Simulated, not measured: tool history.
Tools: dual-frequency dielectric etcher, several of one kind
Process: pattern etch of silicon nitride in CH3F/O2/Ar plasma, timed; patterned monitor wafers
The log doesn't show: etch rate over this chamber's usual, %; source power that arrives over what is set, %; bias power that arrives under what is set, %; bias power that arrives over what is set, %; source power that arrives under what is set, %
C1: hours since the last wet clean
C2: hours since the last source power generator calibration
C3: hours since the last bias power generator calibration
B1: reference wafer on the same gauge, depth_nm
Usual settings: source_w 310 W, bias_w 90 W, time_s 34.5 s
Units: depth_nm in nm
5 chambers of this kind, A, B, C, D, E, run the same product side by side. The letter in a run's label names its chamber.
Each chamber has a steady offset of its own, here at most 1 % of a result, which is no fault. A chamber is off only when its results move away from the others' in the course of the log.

run 1D hour=10.3 | source_w=310 bias_w=90 time_s=34.5 | C1=278.7 C2=1310.3 C3=1375.8 | B1=24.504 | depth_nm=23.582
run 2C hour=19.8 | source_w=310 bias_w=90 time_s=34.5 | C1=174.1 C2=2588.7 C3=1456.3 | B1=24.503 | depth_nm=23.608
-- hour=21.2 chamber E: bias power generator calibrated
run 3A hour=29.4 | source_w=310 bias_w=90 time_s=34.5 | C1=366.1 C2=311.7 C3=248.7 | B1=24.505 | depth_nm=23.862
run 4B hour=39.5 | source_w=310 bias_w=90 time_s=34.5 | C1=436 C2=1135.8 C3=1280.2 | B1=24.49 | depth_nm=23.676
run 5E hour=46.1 | source_w=380 bias_w=81 time_s=34.5 | C1=239.2 C2=1118.5 C3=24.9 | B1=24.48 | depth_nm=24.435
run 6D hour=55.1 | source_w=380 bias_w=81 time_s=34.5 | C1=323.5 C2=1355.1 C3=1420.6 | B1=24.518 | depth_nm=24.575
run 7A hour=61.1 | source_w=380 bias_w=81 time_s=34.5 | C1=397.8 C2=343.4 C3=280.4 | B1=24.492 | depth_nm=24.787
run 8C hour=67.5 | source_w=380 bias_w=81 time_s=34.5 | C1=221.8 C2=2636.4 C3=1504 | B1=24.51 | depth_nm=24.82
run 9B hour=75.6 | source_w=380 bias_w=81 time_s=34.5 | C1=472.1 C2=1171.9 C3=1316.3 | B1=24.533 | depth_nm=24.749
-- hour=77.1 chamber B: wet clean of the chamber
run 10E hour=84.8 | source_w=310 bias_w=90 time_s=34.5 | C1=277.9 C2=1157.2 C3=63.6 | B1=24.509 | depth_nm=23.842
run 11E hour=94.1 | source_w=310 bias_w=90 time_s=34.5 | C1=287.2 C2=1166.5 C3=72.9 | B1=24.477 | depth_nm=23.703
run 12A hour=104.2 | source_w=310 bias_w=90 time_s=34.5 | C1=440.9 C2=386.5 C3=323.5 | B1=24.519 | depth_nm=23.868
-- hour=104.6 chamber A: wet clean of the chamber
run 13D hour=110.5 | source_w=310 bias_w=90 time_s=34.5 | C1=378.9 C2=1410.5 C3=1476 | B1=24.495 | depth_nm=23.688
run 14B hour=116.6 | source_w=310 bias_w=90 time_s=34.5 | C1=39.6 C2=1212.9 C3=1357.3 | B1=24.504 | depth_nm=23.985
run 15C hour=121.5 | source_w=310 bias_w=90 time_s=34.5 | C1=275.8 C2=2690.4 C3=1558 | B1=24.497 | depth_nm=23.73
run 16B hour=126.6 | source_w=310 bias_w=90 time_s=34.5 | C1=49.6 C2=1222.9 C3=1367.3 | B1=24.494 | depth_nm=24.022
run 17D hour=134.4 | source_w=310 bias_w=90 time_s=34.5 | C1=402.8 C2=1434.4 C3=1499.9 | B1=24.507 | depth_nm=23.629
run 18E hour=139.1 | source_w=310 bias_w=90 time_s=34.5 | C1=332.2 C2=1211.5 C3=117.9 | B1=24.475 | depth_nm=23.671
run 19A hour=143.9 | source_w=340 bias_w=90 time_s=34.5 | C1=39.3 C2=426.2 C3=363.2 | B1=24.48 | depth_nm=25.942
run 20C hour=149.3 | source_w=340 bias_w=90 time_s=34.5 | C1=303.6 C2=2718.2 C3=1585.8 | B1=24.516 | depth_nm=24.438
run 21B hour=159.4 | source_w=340 bias_w=90 time_s=34.5 | C1=82.4 C2=1255.7 C3=1400.1 | B1=24.472 | depth_nm=24.812
run 22C hour=167.5 | source_w=340 bias_w=90 time_s=34.5 | C1=321.8 C2=2736.4 C3=1604 | B1=24.462 | depth_nm=24.271
run 23D hour=172.8 | source_w=340 bias_w=90 time_s=34.5 | C1=441.2 C2=1472.8 C3=1538.3 | B1=24.495 | depth_nm=24.47
run 24E hour=181 | source_w=310 bias_w=90 time_s=34.5 | C1=374.1 C2=1253.4 C3=159.8 | B1=24.5 | depth_nm=23.736
run 25A hour=187 | source_w=310 bias_w=90 time_s=34.5 | C1=82.4 C2=469.3 C3=406.3 | B1=24.496 | depth_nm=25.099
run 26A hour=196.7 | source_w=310 bias_w=90 time_s=34.5 | C1=92.1 C2=479 C3=416 | B1=24.504 | depth_nm=25.033
run 27E hour=203.4 | source_w=310 bias_w=90 time_s=34.5 | C1=396.5 C2=1275.8 C3=182.2 | B1=24.499 | depth_nm=23.858
run 28B hour=210.4 | source_w=310 bias_w=90 time_s=34.5 | C1=133.4 C2=1306.7 C3=1451.1 | B1=24.507 | depth_nm=23.972
run 29D hour=219.7 | source_w=310 bias_w=90 time_s=34.5 | C1=488.1 C2=1519.7 C3=1585.2 | B1=24.485 | depth_nm=23.579
run 30C hour=226.9 | source_w=310 bias_w=90 time_s=34.5 | C1=381.2 C2=2795.8 C3=1663.4 | B1=24.512 | depth_nm=23.634
run 31E hour=234.1 | source_w=310 bias_w=90 time_s=34.5 | C1=427.2 C2=1306.5 C3=212.9 | B1=24.511 | depth_nm=23.783
run 32C hour=240.7 | source_w=310 bias_w=90 time_s=34.5 | C1=395 C2=2809.6 C3=1677.2 | B1=24.492 | depth_nm=23.788
run 33D hour=250.5 | source_w=310 bias_w=90 time_s=34.5 | C1=518.9 C2=1550.5 C3=1616 | B1=24.486 | depth_nm=23.579
run 34B hour=255.4 | source_w=310 bias_w=90 time_s=34.5 | C1=178.4 C2=1351.7 C3=1496.1 | B1=24.499 | depth_nm=23.921
run 35A hour=260.7 | source_w=310 bias_w=90 time_s=34.5 | C1=156.1 C2=543 C3=480 | B1=24.493 | depth_nm=25.028
run 36A hour=270 | source_w=310 bias_w=90 time_s=34.5 | C1=165.4 C2=552.3 C3=489.3 | B1=24.505 | depth_nm=24.964
run 37B hour=277.6 | source_w=230 bias_w=90 time_s=34.5 | C1=200.6 C2=1373.9 C3=1518.3 | B1=24.488 | depth_nm=21.463

What goes on in this fleet: one chamber off, a drifting gauge, or nothing beyond the chambers' own small offsets? Name the chamber and the cause, if any.

A service left chamber A off against the others.
Cause: etch rate over this chamber's usual, % = 5.05.

Here are 4 candidates for chamber A's next run, each the usual settings with a change, their results left as question marks. Which one brings its results back in line with what the others give on the usual settings?
In line means no further than this from the other chambers' mean on the usual settings: depth_nm 0.36 nm
run 38A-1 hour=285 | source_w=310 bias_w=89 time_s=33 | depth_nm=?
run 38A-2 hour=285 | source_w=320 bias_w=92 time_s=38 | depth_nm=?
run 38A-3 hour=285 | source_w=260 bias_w=79 time_s=34.5 | depth_nm=?
run 38A-4 hour=285 | source_w=310 bias_w=90 time_s=36.5 | depth_nm=?

The other chambers' mean on the usual settings: depth_nm 23.744 nm
run=38A-1 depth_nm=23.82
run=38A-2 depth_nm=28.095
run=38A-3 depth_nm=22.32
run=38A-4 depth_nm=26.453
38A-1 brings the chamber back in line.
